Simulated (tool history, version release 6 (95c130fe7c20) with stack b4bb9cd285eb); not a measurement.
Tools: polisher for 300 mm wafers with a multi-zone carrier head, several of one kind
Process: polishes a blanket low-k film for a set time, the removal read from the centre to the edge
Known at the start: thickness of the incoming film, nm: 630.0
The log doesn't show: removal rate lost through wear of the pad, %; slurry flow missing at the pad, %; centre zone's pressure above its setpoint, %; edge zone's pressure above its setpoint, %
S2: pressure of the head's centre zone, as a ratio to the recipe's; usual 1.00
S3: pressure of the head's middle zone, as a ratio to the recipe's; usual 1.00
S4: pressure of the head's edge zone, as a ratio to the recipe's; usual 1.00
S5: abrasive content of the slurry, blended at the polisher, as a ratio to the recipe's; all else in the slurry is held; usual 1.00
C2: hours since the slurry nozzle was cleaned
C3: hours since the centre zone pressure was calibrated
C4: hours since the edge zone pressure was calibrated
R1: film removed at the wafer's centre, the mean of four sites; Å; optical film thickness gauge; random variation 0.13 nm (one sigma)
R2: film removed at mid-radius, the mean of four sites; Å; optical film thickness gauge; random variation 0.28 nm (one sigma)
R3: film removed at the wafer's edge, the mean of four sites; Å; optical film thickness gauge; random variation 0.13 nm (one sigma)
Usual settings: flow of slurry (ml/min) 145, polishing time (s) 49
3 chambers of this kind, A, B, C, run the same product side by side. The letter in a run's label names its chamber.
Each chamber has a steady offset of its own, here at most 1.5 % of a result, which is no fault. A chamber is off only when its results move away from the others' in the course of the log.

At day 0.017: chamber A: worn pad replaced by a new one.
Run 1C, day 0.096: usual settings; wafers polished on this pad 238; C2 260.9; C3 108.1; C4 125.4. Result: R1 190.09 Å, R2 193.24 Å, R3 193.00 Å.
At day 0.179: chamber B: worn pad replaced by a new one.
Run 2B, day 0.262: usual settings; wafers polished on this pad 25; C2 472.6; C3 892.0; C4 542.8. Result: R1 190.63 Å, R2 188.94 Å, R3 192.75 Å.
Run 3A, day 0.408: usual settings; wafers polished on this pad 114; C2 86.4; C3 516.3; C4 563.4. Result: R1 193.13 Å, R2 192.12 Å, R3 192.87 Å.
Run 4A, day 0.533: usual settings; wafers polished on this pad 151; C2 89.4; C3 519.3; C4 566.4. Result: R1 192.33 Å, R2 189.72 Å, R3 193.04 Å.
Run 5B, day 0.704: usual settings; wafers polished on this pad 154; C2 483.2; C3 902.6; C4 553.4. Result: R1 189.32 Å, R2 188.25 Å, R3 191.81 Å.
Run 6C, day 0.883: usual settings but S4 0.95; wafers polished on this pad 469; C2 279.8; C3 127.0; C4 144.3. Result: R1 192.41 Å, R2 183.91 Å, R3 186.17 Å.
Run 7A, day 1.000: usual settings but S4 0.95; wafers polished on this pad 288; C2 100.6; C3 530.5; C4 577.6. Result: R1 191.72 Å, R2 191.90 Å, R3 189.23 Å.
At day 1.079: chamber C: worn pad replaced by a new one.
Run 8B, day 1.171: usual settings but S4 0.95; wafers polished on this pad 290; C2 494.4; C3 913.8; C4 564.6. Result: R1 192.26 Å, R2 189.36 Å, R3 187.84 Å.
Run 9C, day 1.346: usual settings; wafers polished on this pad 78; C2 290.9; C3 138.1; C4 155.4. Result: R1 191.85 Å, R2 191.93 Å, R3 189.43 Å.
Run 10A, day 1.446: usual settings; wafers polished on this pad 418; C2 111.3; C3 541.2; C4 588.3. Result: R1 193.06 Å, R2 190.61 Å, R3 190.96 Å.
Run 11C, day 1.558: usual settings; wafers polished on this pad 140; C2 296.0; C3 143.2; C4 160.5. Result: R1 190.68 Å, R2 189.96 Å, R3 193.28 Å.
Run 12B, day 1.662: usual settings; wafers polished on this pad 434; C2 506.2; C3 925.6; C4 576.4. Result: R1 189.36 Å, R2 186.40 Å, R3 192.37 Å.
Run 13B, day 1.750: usual settings; wafers polished on this pad 460; C2 508.3; C3 927.7; C4 578.5. Result: R1 188.61 Å, R2 187.39 Å, R3 192.85 Å.
Run 14A, day 1.862: usual settings; wafers polished on this pad 540; C2 121.3; C3 551.2; C4 598.3. Result: R1 194.98 Å, R2 191.99 Å, R3 191.84 Å.
Run 15C, day 1.958: usual settings; wafers polished on this pad 257; C2 305.6; C3 152.8; C4 170.1. Result: R1 191.24 Å, R2 189.22 Å, R3 193.35 Å.
Run 16A, day 2.075: usual settings; wafers polished on this pad 602; C2 126.4; C3 556.3; C4 603.4. Result: R1 191.40 Å, R2 191.90 Å, R3 192.30 Å.
Run 17B, day 2.212: usual settings; wafers polished on this pad 595; C2 519.4; C3 938.8; C4 589.6. Result: R1 190.85 Å, R2 190.53 Å, R3 192.49 Å.
At day 2.346: chamber B: worn pad replaced by a new one.
Run 18C, day 2.383: usual settings; wafers polished on this pad 382; C2 315.8; C3 163.0; C4 180.3. Result: R1 189.70 Å, R2 187.87 Å, R3 191.49 Å.
Run 19B, day 2.467: usual settings; wafers polished on this pad 36; C2 525.5; C3 944.9; C4 595.7. Result: R1 191.74 Å, R2 187.77 Å, R3 190.34 Å.
Run 20C, day 2.562: usual settings; wafers polished on this pad 434; C2 320.1; C3 167.3; C4 184.6. Result: R1 191.33 Å, R2 195.85 Å, R3 192.06 Å.
At day 2.567: chamber A: worn pad replaced by a new one.
Run 21A, day 2.654: usual settings; wafers polished on this pad 26; C2 140.3; C3 570.2; C4 617.3. Result: R1 194.69 Å, R2 186.97 Å, R3 193.38 Å.
Run 22C, day 2.842: usual settings; wafers polished on this pad 516; C2 326.8; C3 174.0; C4 191.3. Result: R1 187.77 Å, R2 189.16 Å, R3 188.60 Å.
At day 2.967: chamber C: worn pad replaced by a new one.
Run 23B, day 3.008: usual settings; wafers polished on this pad 194; C2 538.5; C3 957.9; C4 608.7. Result: R1 193.01 Å, R2 190.27 Å, R3 191.97 Å.
Run 24A, day 3.196: usual settings; wafers polished on this pad 185; C2 153.3; C3 583.2; C4 630.3. Result: R1 196.17 Å, R2 192.80 Å, R3 190.79 Å.
Run 25C, day 3.329: usual settings but S5 1.15, polishing time (s) 55; wafers polished on this pad 106; C2 338.5; C3 185.7; C4 203.0. Result: R1 227.27 Å, R2 226.63 Å, R3 227.58 Å.
Run 26B, day 3.512: usual settings but S5 1.15, polishing time (s) 55; wafers polished on this pad 342; C2 550.6; C3 970.0; C4 620.8. Result: R1 227.75 Å, R2 227.64 Å, R3 230.90 Å.
Run 27A, day 3.679: usual settings but S5 1.15, polishing time (s) 55; wafers polished on this pad 326; C2 164.9; C3 594.8; C4 641.9. Result: R1 230.87 Å, R2 232.30 Å, R3 229.41 Å.
Run 28C, day 3.862: usual settings but S3 0.93, S5 1.20; wafers polished on this pad 262; C2 351.3; C3 198.5; C4 215.8. Result: R1 207.49 Å, R2 200.20 Å, R3 208.39 Å.
Run 29B, day 4.021: usual settings but S3 0.93, S5 1.20; wafers polished on this pad 491; C2 562.8; C3 982.2; C4 633.0. Result: R1 207.33 Å, R2 196.50 Å, R3 207.31 Å.
Run 30A, day 4.162: usual settings but S3 0.93, S5 1.20; wafers polished on this pad 468; C2 176.5; C3 606.4; C4 653.5. Result: R1 210.03 Å, R2 192.64 Å, R3 208.51 Å.
Run 31A, day 4.346: usual settings; wafers polished on this pad 521; C2 180.9; C3 610.8; C4 657.9. Result: R1 192.48 Å, R2 191.01 Å, R3 190.37 Å.
At day 4.458: chamber B: worn pad replaced by a new one.
Run 32B, day 4.533: usual settings; wafers polished on this pad 21; C2 575.1; C3 994.5; C4 645.3. Result: R1 189.12 Å, R2 188.79 Å, R3 194.02 Å.
Run 33C, day 4.621: usual settings but flow of slurry (ml/min) 190, S4 1.10; wafers polished on this pad 484; C2 369.5; C3 216.7; C4 234.0. Result: R1 201.97 Å, R2 201.67 Å, R3 207.75 Å.
Run 34B, day 4.771: usual settings but flow of slurry (ml/min) 190, S4 1.10; wafers polished on this pad 91; C2 580.8; C3 1000.2; C4 651.0. Result: R1 199.77 Å, R2 191.17 Å, R3 208.96 Å.
Run 35C, day 4.925: usual settings but flow of slurry (ml/min) 190, S4 1.10; wafers polished on this pad 573; C2 376.8; C3 224.0; C4 241.3. Result: R1 201.87 Å, R2 200.81 Å, R3 206.33 Å.
At day 5.012: chamber A: worn pad replaced by a new one.
Run 36A, day 5.046: usual settings; wafers polished on this pad 10; C2 197.7; C3 627.6; C4 674.7. Result: R1 191.55 Å, R2 194.79 Å, R3 191.88 Å.
At day 5.083: chamber C: worn pad replaced by a new one.
Run 37B, day 5.238: usual settings; wafers polished on this pad 228; C2 592.0; C3 1011.4; C4 662.2. Result: R1 189.07 Å, R2 184.68 Å, R3 191.13 Å.
Run 38C, day 5.417: usual settings; wafers polished on this pad 97; C2 388.6; C3 235.8; C4 253.1. Result: R1 194.71 Å, R2 189.56 Å, R3 189.89 Å.

What goes on in this fleet: one chamber off, a drifting gauge, or nothing beyond the chambers' own small offsets? Name the chamber and the cause, if any.

No chamber stands off beyond its own small offset, and the gauge holds steady.

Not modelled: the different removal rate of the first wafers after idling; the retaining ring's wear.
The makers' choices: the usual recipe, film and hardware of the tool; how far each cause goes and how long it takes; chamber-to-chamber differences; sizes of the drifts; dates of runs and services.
